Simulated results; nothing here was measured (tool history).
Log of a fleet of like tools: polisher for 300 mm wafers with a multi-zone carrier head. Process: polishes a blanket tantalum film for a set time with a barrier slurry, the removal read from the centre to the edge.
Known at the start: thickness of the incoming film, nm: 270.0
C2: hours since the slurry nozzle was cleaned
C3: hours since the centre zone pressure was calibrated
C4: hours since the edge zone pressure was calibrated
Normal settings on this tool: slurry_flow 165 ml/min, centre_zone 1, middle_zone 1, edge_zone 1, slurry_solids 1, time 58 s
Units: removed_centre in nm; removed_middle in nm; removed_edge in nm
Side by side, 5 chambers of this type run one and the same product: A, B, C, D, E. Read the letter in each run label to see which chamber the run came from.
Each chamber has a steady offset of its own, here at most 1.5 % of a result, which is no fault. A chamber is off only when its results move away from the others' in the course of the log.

Run 1B, hour 5.9: usual settings; wafers polished on this pad 716; C2 88.2; C3 164.8; C4 521.2. Result: removed_centre 79.961 nm, removed_middle 78.839 nm, removed_edge 79.922 nm.
Run 2D, hour 12.5: usual settings; wafers polished on this pad 652; C2 699.9; C3 861.1; C4 14.2. Result: removed_centre 80.951 nm, removed_middle 80.006 nm, removed_edge 79.341 nm.
At hour 16: chamber B: worn pad replaced by a new one.
Run 3E, hour 19.1: usual settings; wafers polished on this pad 406; C2 49.9; C3 175.4; C4 46. Result: removed_centre 81.246 nm, removed_middle 80.673 nm, removed_edge 80.493 nm.
At hour 23.7: chamber D: worn pad replaced by a new one.
At hour 24.5: chamber A: worn pad replaced by a new one.
Run 4A, hour 26.1: usual settings; wafers polished on this pad 21; C2 87; C3 41.3; C4 282.9. Result: removed_centre 79.827 nm, removed_middle 78.855 nm, removed_edge 79.436 nm.
Run 5C, hour 33.9: usual settings; wafers polished on this pad 804; C2 86; C3 83.3; C4 360.5. Result: removed_centre 78.432 nm, removed_middle 80.782 nm, removed_edge 77.881 nm.
Run 6C, hour 39.1: usual settings; wafers polished on this pad 871; C2 91.2; C3 88.5; C4 365.7. Result: removed_centre 78.877 nm, removed_middle 79.734 nm, removed_edge 78.12 nm.
At hour 44.2: chamber E: worn pad replaced by a new one.
Run 7D, hour 44.7: usual settings; wafers polished on this pad 272; C2 732.1; C3 893.3; C4 46.4. Result: removed_centre 80.197 nm, removed_middle 79.604 nm, removed_edge 78.493 nm.
Run 8B, hour 48.9: usual settings; wafers polished on this pad 426; C2 131.2; C3 207.8; C4 564.2. Result: removed_centre 80.177 nm, removed_middle 78.515 nm, removed_edge 78.701 nm.
At hour 49.5: chamber C: worn pad replaced by a new one.
Run 9A, hour 56.9: usual settings; wafers polished on this pad 419; C2 117.8; C3 72.1; C4 313.7. Result: removed_centre 77.305 nm, removed_middle 78.188 nm, removed_edge 79.743 nm.
Run 10E, hour 63.4: usual settings; wafers polished on this pad 249; C2 94.2; C3 219.7; C4 90.3. Result: removed_centre 80.098 nm, removed_middle 79.739 nm, removed_edge 82.027 nm.
Run 11E, hour 70.3: usual settings; wafers polished on this pad 339; C2 101.1; C3 226.6; C4 97.2. Result: removed_centre 80.131 nm, removed_middle 79.471 nm, removed_edge 79.735 nm.
Run 12B, hour 76: usual settings but slurry_flow 200 ml/min; wafers polished on this pad 776; C2 158.3; C3 234.9; C4 591.3. Result: removed_centre 81.576 nm, removed_middle 80.075 nm, removed_edge 79.87 nm.
At hour 76.3: chamber D: slurry nozzle cleaned.
At hour 77.2: chamber B: worn pad replaced by a new one.
Run 13C, hour 81.9: usual settings but slurry_flow 200 ml/min; wafers polished on this pad 419; C2 134; C3 131.3; C4 408.5. Result: removed_centre 83.999 nm, removed_middle 83.61 nm, removed_edge 81.755 nm.
At hour 82.7: chamber A: worn pad replaced by a new one.
At hour 83.1: chamber D: worn pad replaced by a new one.
Run 14A, hour 88.6: usual settings but slurry_flow 200 ml/min; wafers polished on this pad 77; C2 149.5; C3 103.8; C4 345.4. Result: removed_centre 82.291 nm, removed_middle 80.8 nm, removed_edge 81.399 nm.
Run 15D, hour 96: usual settings but slurry_flow 200 ml/min; wafers polished on this pad 167; C2 19.7; C3 944.6; C4 97.7. Result: removed_centre 83.698 nm, removed_middle 81.907 nm, removed_edge 81.07 nm.
Run 16C, hour 101.9: usual settings but slurry_flow 200 ml/min; wafers polished on this pad 678; C2 154; C3 151.3; C4 428.5. Result: removed_centre 81.38 nm, removed_middle 82.762 nm, removed_edge 81.152 nm.
At hour 104.8: chamber E: worn pad replaced by a new one.
Run 17B, hour 109.3: usual settings; wafers polished on this pad 416; C2 191.6; C3 268.2; C4 624.6. Result: removed_centre 77.891 nm, removed_middle 79.5 nm, removed_edge 79.768 nm.
Run 18A, hour 112.8: usual settings; wafers polished on this pad 390; C2 173.7; C3 128; C4 369.6. Result: removed_centre 79.201 nm, removed_middle 79.235 nm, removed_edge 79.519 nm.
At hour 117.4: chamber C: worn pad replaced by a new one.
Run 19E, hour 117.8: usual settings; wafers polished on this pad 168; C2 148.6; C3 274.1; C4 144.7. Result: removed_centre 79.495 nm, removed_middle 79.807 nm, removed_edge 80.835 nm.
Run 20D, hour 125.1: usual settings; wafers polished on this pad 544; C2 48.8; C3 973.7; C4 126.8. Result: removed_centre 80.153 nm, removed_middle 79.989 nm, removed_edge 79.286 nm.
Run 21C, hour 131.1: usual settings; wafers polished on this pad 178; C2 183.2; C3 180.5; C4 457.7. Result: removed_centre 80.58 nm, removed_middle 80.761 nm, removed_edge 80.138 nm.
At hour 132: chamber A: edge zone pressure recalibrated.
At hour 133.3: chamber A: worn pad replaced by a new one.
Run 22E, hour 135.2: usual settings; wafers polished on this pad 394; C2 166; C3 291.5; C4 162.1. Result: removed_centre 79.091 nm, removed_middle 79.291 nm, removed_edge 78.827 nm.
At hour 136.7: chamber B: edge zone pressure recalibrated.
At hour 137.4: chamber B: worn pad replaced by a new one.
At hour 139.5: chamber D: worn pad replaced by a new one.
Run 23A, hour 142.1: usual settings; wafers polished on this pad 114; C2 203; C3 157.3; C4 10.1. Result: removed_centre 79.19 nm, removed_middle 78.631 nm, removed_edge 80.356 nm.
Run 24D, hour 150: usual settings; wafers polished on this pad 136; C2 73.7; C3 998.6; C4 151.7. Result: removed_centre 79.501 nm, removed_middle 81.128 nm, removed_edge 78.653 nm.
Run 25B, hour 154.9: usual settings but slurry_flow 135 ml/min, centre_zone 1.1; wafers polished on this pad 227; C2 237.2; C3 313.8; C4 18.3. Result: removed_centre 84.164 nm, removed_middle 75.852 nm, removed_edge 77.279 nm.
Run 26D, hour 159.8: usual settings but slurry_flow 135 ml/min, centre_zone 1.1; wafers polished on this pad 263; C2 83.5; C3 1008.4; C4 161.5. Result: removed_centre 83.861 nm, removed_middle 76.515 nm, removed_edge 77.745 nm.
At hour 162: chamber E: worn pad replaced by a new one.
Run 27B, hour 163.5: usual settings but slurry_flow 135 ml/min, centre_zone 1.1; wafers polished on this pad 338; C2 245.8; C3 322.4; C4 26.9. Result: removed_centre 84.385 nm, removed_middle 76.121 nm, removed_edge 76.902 nm.
Run 28A, hour 169.5: usual settings but slurry_flow 135 ml/min, centre_zone 1.1; wafers polished on this pad 469; C2 230.4; C3 184.7; C4 37.5. Result: removed_centre 85.507 nm, removed_middle 76.539 nm, removed_edge 76.608 nm.
Run 29E, hour 173.7: usual settings but slurry_flow 135 ml/min, centre_zone 1.1; wafers polished on this pad 151; C2 204.5; C3 330; C4 200.6. Result: removed_centre 84.821 nm, removed_middle 76.856 nm, removed_edge 78.418 nm.
Run 30C, hour 181.4: usual settings; wafers polished on this pad 829; C2 233.5; C3 230.8; C4 508. Result: removed_centre 75.819 nm, removed_middle 79.438 nm, removed_edge 78.488 nm.
At hour 181.5: chamber A: worn pad replaced by a new one.
At hour 185.7: chamber C: worn pad replaced by a new one.
Run 31A, hour 188.6: usual settings; wafers polished on this pad 92; C2 249.5; C3 203.8; C4 56.6. Result: removed_centre 78.991 nm, removed_middle 78.517 nm, removed_edge 80.669 nm.
Run 32D, hour 195.1: usual settings; wafers polished on this pad 720; C2 118.8; C3 1043.7; C4 196.8. Result: removed_centre 80.036 nm, removed_middle 79.019 nm, removed_edge 79.976 nm.
At hour 195.8: chamber D: worn pad replaced by a new one.
Run 33C, hour 199.1: usual settings; wafers polished on this pad 173; C2 251.2; C3 248.5; C4 525.7. Result: removed_centre 75.693 nm, removed_middle 80.103 nm, removed_edge 78.523 nm.
Run 34E, hour 203.2: usual settings but edge_zone 0.93; wafers polished on this pad 533; C2 234; C3 359.5; C4 230.1. Result: removed_centre 80.696 nm, removed_middle 78.988 nm, removed_edge 78.685 nm.
Run 35B, hour 210.4: usual settings but edge_zone 0.93; wafers polished on this pad 945; C2 292.7; C3 369.3; C4 73.8. Result: removed_centre 78.99 nm, removed_middle 78.689 nm, removed_edge 76.989 nm.
At hour 216.4: chamber E: worn pad replaced by a new one.
At hour 216.4: chamber D: centre zone pressure recalibrated.
Run 36E, hour 217.8: usual settings but edge_zone 0.93; wafers polished on this pad 18; C2 248.6; C3 374.1; C4 244.7. Result: removed_centre 78.823 nm, removed_middle 79.803 nm, removed_edge 78.455 nm.
Run 37C, hour 224.3: usual settings but edge_zone 0.93; wafers polished on this pad 499; C2 276.4; C3 273.7; C4 550.9. Result: removed_centre 78.007 nm, removed_middle 79.991 nm, removed_edge 76.467 nm.
Run 38A, hour 228.3: usual settings but edge_zone 0.93; wafers polished on this pad 606; C2 289.2; C3 243.5; C4 96.3. Result: removed_centre 79.248 nm, removed_middle 78.392 nm, removed_edge 77.262 nm.
Run 39D, hour 236: usual settings; wafers polished on this pad 521; C2 159.7; C3 19.6; C4 237.7. Result: removed_centre 79.161 nm, removed_middle 80.351 nm, removed_edge 77.695 nm.

Which is it: a chamber that has drifted or been left off by a service, a gauge drift common to all chambers, or only each chamber's usual small offset? If a chamber is off, name it and its likeliest cause.

Beyond each chamber's small constant offset nothing stands out, and the gauge stays steady.
